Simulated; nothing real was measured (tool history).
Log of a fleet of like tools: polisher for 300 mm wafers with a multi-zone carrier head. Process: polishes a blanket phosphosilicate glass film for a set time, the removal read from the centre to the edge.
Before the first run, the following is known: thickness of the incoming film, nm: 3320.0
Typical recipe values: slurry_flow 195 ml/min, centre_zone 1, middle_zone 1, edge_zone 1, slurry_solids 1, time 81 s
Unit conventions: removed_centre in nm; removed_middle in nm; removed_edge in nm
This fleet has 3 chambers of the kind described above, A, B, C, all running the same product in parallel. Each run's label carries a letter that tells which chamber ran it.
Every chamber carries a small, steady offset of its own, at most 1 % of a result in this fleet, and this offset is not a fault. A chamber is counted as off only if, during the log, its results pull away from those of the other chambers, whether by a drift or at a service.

{"run": "1A", "hour": 12.6, "slurry_flow": 195, "centre_zone": 1, "middle_zone": 1, "edge_zone": 1, "slurry_solids": 1, "time": 81, "removed_centre": 488.97, "removed_middle": 480.63, "removed_edge": 483.88}
{"hour": 22.2, "done": "chamber B: worn pad replaced by a new one"}
{"run": "2B", "hour": 26.6, "slurry_flow": 195, "centre_zone": 1, "middle_zone": 1, "edge_zone": 1, "slurry_solids": 1, "time": 81, "removed_centre": 494.25, "removed_middle": 484.6, "removed_edge": 471.81}
{"hour": 34.0, "done": "chamber C: edge zone pressure recalibrated"}
{"run": "3C", "hour": 35.6, "slurry_flow": 195, "centre_zone": 1, "middle_zone": 1, "edge_zone": 1, "slurry_solids": 1, "time": 81, "removed_centre": 487.68, "removed_middle": 490.04, "removed_edge": 492.37}
{"run": "4A", "hour": 49.9, "slurry_flow": 195, "centre_zone": 1, "middle_zone": 1, "edge_zone": 1, "slurry_solids": 1, "time": 81, "removed_centre": 472.39, "removed_middle": 484.48, "removed_edge": 479.8}
{"hour": 53.1, "done": "chamber A: worn pad replaced by a new one"}
{"run": "5C", "hour": 62.4, "slurry_flow": 195, "centre_zone": 1, "middle_zone": 1, "edge_zone": 1, "slurry_solids": 1, "time": 81, "removed_centre": 485.57, "removed_middle": 484.38, "removed_edge": 495.17}
{"run": "6B", "hour": 77.0, "slurry_flow": 195, "centre_zone": 1, "middle_zone": 1, "edge_zone": 1, "slurry_solids": 1, "time": 81, "removed_centre": 501.99, "removed_middle": 479.74, "removed_edge": 483.7}
{"run": "7B", "hour": 88.3, "slurry_flow": 195, "centre_zone": 1, "middle_zone": 1, "edge_zone": 1, "slurry_solids": 1, "time": 81, "removed_centre": 482.84, "removed_middle": 492.04, "removed_edge": 485.59}
{"run": "8A", "hour": 97.4, "slurry_flow": 195, "centre_zone": 1, "middle_zone": 1, "edge_zone": 1, "slurry_solids": 1, "time": 81, "removed_centre": 481.99, "removed_middle": 473.67, "removed_edge": 473.83}
{"run": "9C", "hour": 108.7, "slurry_flow": 195, "centre_zone": 1, "middle_zone": 1, "edge_zone": 1, "slurry_solids": 1, "time": 81, "removed_centre": 485.78, "removed_middle": 485.36, "removed_edge": 495.73}
{"hour": 118.7, "done": "chamber C: worn pad replaced by a new one"}
{"run": "10A", "hour": 121.6, "slurry_flow": 195, "centre_zone": 1, "middle_zone": 1, "edge_zone": 1, "slurry_solids": 1, "time": 81, "removed_centre": 496.92, "removed_middle": 478.55, "removed_edge": 487.19}
{"run": "11C", "hour": 129.8, "slurry_flow": 195, "centre_zone": 1, "middle_zone": 1, "edge_zone": 1, "slurry_solids": 1, "time": 81, "removed_centre": 495.19, "removed_middle": 495.85, "removed_edge": 480.87}
{"run": "12B", "hour": 141.9, "slurry_flow": 195, "centre_zone": 1, "middle_zone": 1, "edge_zone": 1, "slurry_solids": 1, "time": 81, "removed_centre": 490.86, "removed_middle": 486.2, "removed_edge": 489.69}
{"hour": 150.2, "done": "chamber B: worn pad replaced by a new one"}
{"hour": 152.3, "done": "chamber C: centre zone pressure recalibrated"}
{"run": "13B", "hour": 153.6, "slurry_flow": 195, "centre_zone": 1, "middle_zone": 1, "edge_zone": 1, "slurry_solids": 1, "time": 81, "removed_centre": 481.95, "removed_middle": 491.69, "removed_edge": 483.11}
{"run": "14A", "hour": 163.1, "slurry_flow": 195, "centre_zone": 1, "middle_zone": 1, "edge_zone": 1, "slurry_solids": 1, "time": 81, "removed_centre": 503.43, "removed_middle": 483.6, "removed_edge": 485}
{"hour": 163.2, "done": "chamber A: worn pad replaced by a new one"}
{"run": "15C", "hour": 170.4, "slurry_flow": 195, "centre_zone": 1, "middle_zone": 1, "edge_zone": 1, "slurry_solids": 1, "time": 81, "removed_centre": 487.2, "removed_middle": 488.63, "removed_edge": 494.4}
{"run": "16B", "hour": 181.6, "slurry_flow": 195, "centre_zone": 1, "middle_zone": 1, "edge_zone": 1, "slurry_solids": 1, "time": 81, "removed_centre": 486.02, "removed_middle": 485.54, "removed_edge": 480.51}
{"run": "17C", "hour": 194.3, "slurry_flow": 195, "centre_zone": 1, "middle_zone": 1, "edge_zone": 1, "slurry_solids": 1, "time": 81, "removed_centre": 486.92, "removed_middle": 496.99, "removed_edge": 500.86}
{"run": "18A", "hour": 203.8, "slurry_flow": 195, "centre_zone": 1, "middle_zone": 1, "edge_zone": 1, "slurry_solids": 1, "time": 81, "removed_centre": 506.26, "removed_middle": 480.24, "removed_edge": 488.12}
{"run": "19C", "hour": 215.5, "slurry_flow": 195, "centre_zone": 1, "middle_zone": 1, "edge_zone": 1, "slurry_solids": 1, "time": 81, "removed_centre": 489.41, "removed_middle": 492.26, "removed_edge": 487.13}
{"hour": 217.2, "done": "chamber A: edge zone pressure recalibrated"}
{"run": "20B", "hour": 224.2, "slurry_flow": 195, "centre_zone": 1, "middle_zone": 1, "edge_zone": 1, "slurry_solids": 1, "time": 81, "removed_centre": 485.16, "removed_middle": 484.39, "removed_edge": 485.16}
{"hour": 229.6, "done": "chamber B: slurry nozzle cleaned"}
{"run": "21A", "hour": 238.0, "slurry_flow": 195, "centre_zone": 1, "middle_zone": 1, "edge_zone": 1, "slurry_solids": 1, "time": 81, "removed_centre": 510.82, "removed_middle": 478.8, "removed_edge": 482.59}
{"run": "22B", "hour": 251.6, "slurry_flow": 195, "centre_zone": 1, "middle_zone": 1, "edge_zone": 1, "slurry_solids": 1, "time": 81, "removed_centre": 494.54, "removed_middle": 481.96, "removed_edge": 474.72}
{"run": "23C", "hour": 266.0, "slurry_flow": 195, "centre_zone": 1, "middle_zone": 1, "edge_zone": 1, "slurry_solids": 1, "time": 81, "removed_centre": 481.78, "removed_middle": 492.1, "removed_edge": 483.7}
{"hour": 268.3, "done": "chamber A: slurry nozzle cleaned"}
{"hour": 272.9, "done": "chamber A: worn pad replaced by a new one"}
{"run": "24A", "hour": 273.1, "slurry_flow": 195, "centre_zone": 1, "middle_zone": 1, "edge_zone": 1, "slurry_solids": 1, "time": 56, "removed_centre": 361.63, "removed_middle": 332.03, "removed_edge": 332.97}
{"hour": 277.0, "done": "chamber B: worn pad replaced by a new one"}
{"run": "25A", "hour": 287.1, "slurry_flow": 195, "centre_zone": 1, "middle_zone": 1, "edge_zone": 1, "slurry_solids": 1, "time": 56, "removed_centre": 366.28, "removed_middle": 335.75, "removed_edge": 326.9}
{"run": "26C", "hour": 301.6, "slurry_flow": 195, "centre_zone": 1, "middle_zone": 1, "edge_zone": 1, "slurry_solids": 1, "time": 56, "removed_centre": 338.01, "removed_middle": 340, "removed_edge": 332.19}
{"hour": 304.2, "done": "chamber C: worn pad replaced by a new one"}
{"run": "27B", "hour": 315.8, "slurry_flow": 195, "centre_zone": 1, "middle_zone": 1, "edge_zone": 1, "slurry_solids": 1, "time": 106, "removed_centre": 639.03, "removed_middle": 641.26, "removed_edge": 621.86}
{"run": "28A", "hour": 323.7, "slurry_flow": 195, "centre_zone": 1, "middle_zone": 1, "edge_zone": 1, "slurry_solids": 1, "time": 106, "removed_centre": 687.89, "removed_middle": 632.06, "removed_edge": 643.01}
{"run": "29C", "hour": 337.4, "slurry_flow": 195, "centre_zone": 1, "middle_zone": 1, "edge_zone": 1, "slurry_solids": 1, "time": 106, "removed_centre": 635.86, "removed_middle": 633.41, "removed_edge": 632.05}
{"run": "30B", "hour": 351.4, "slurry_flow": 195, "centre_zone": 1, "middle_zone": 1, "edge_zone": 1, "slurry_solids": 1.15, "time": 81, "removed_centre": 509.48, "removed_middle": 511.19, "removed_edge": 515.75}
{"run": "31C", "hour": 363.1, "slurry_flow": 195, "centre_zone": 1, "middle_zone": 1, "edge_zone": 1, "slurry_solids": 1.15, "time": 81, "removed_centre": 518.97, "removed_middle": 521.71, "removed_edge": 519.55}

Which is it: a chamber that has drifted or been left off by a service, a gauge drift common to all chambers, or only each chamber's usual small offset? If a chamber is off, name it and its likeliest cause.

It is chamber A that slowly wanders off from its peers.
Cause: centre zone's pressure above its setpoint, % = 12.4.

Which of the 4 candidates below, each the usual settings with something changed and its results left as question marks, puts chamber A back in line with what the other chambers give on the usual settings?
In-line tolerance around the mean of the other chambers on the usual settings: removed_centre 21 nm; removed_middle 14 nm; removed_edge 20 nm
{"run": "32A-1", "hour": 373.6, "slurry_flow": 195, "centre_zone": 1.03, "middle_zone": 0.99, "edge_zone": 0.99, "slurry_solids": 1, "time": 81, "removed_centre": "?", "removed_middle": "?", "removed_edge": "?"}
{"run": "32A-2", "hour": 373.6, "slurry_flow": 195, "centre_zone": 0.97, "middle_zone": 1.01, "edge_zone": 1.01, "slurry_solids": 1, "time": 81, "removed_centre": "?", "removed_middle": "?", "removed_edge": "?"}
{"run": "32A-3", "hour": 373.6, "slurry_flow": 190, "centre_zone": 0.9, "middle_zone": 1.03, "edge_zone": 1.03, "slurry_solids": 1, "time": 80, "removed_centre": "?", "removed_middle": "?", "removed_edge": "?"}
{"run": "32A-4", "hour": 373.6, "slurry_flow": 200, "centre_zone": 1.1, "middle_zone": 0.97, "edge_zone": 0.97, "slurry_solids": 1, "time": 82, "removed_centre": "?", "removed_middle": "?", "removed_edge": "?"}

Other chambers, usual settings, mean: removed_centre 485.41 nm; removed_middle 488.76 nm; removed_edge 484.87 nm
run=32A-1 removed_centre=566.85 removed_middle=480.54 removed_edge=485.47
run=32A-2 removed_centre=531.28 removed_middle=489.51 removed_edge=490.38
run=32A-3 removed_centre=481.55 removed_middle=490.4 removed_edge=487.71
run=32A-4 removed_centre=618.48 removed_middle=479.18 removed_edge=487.86
With 32A-3, the chamber falls back in line with the rest.
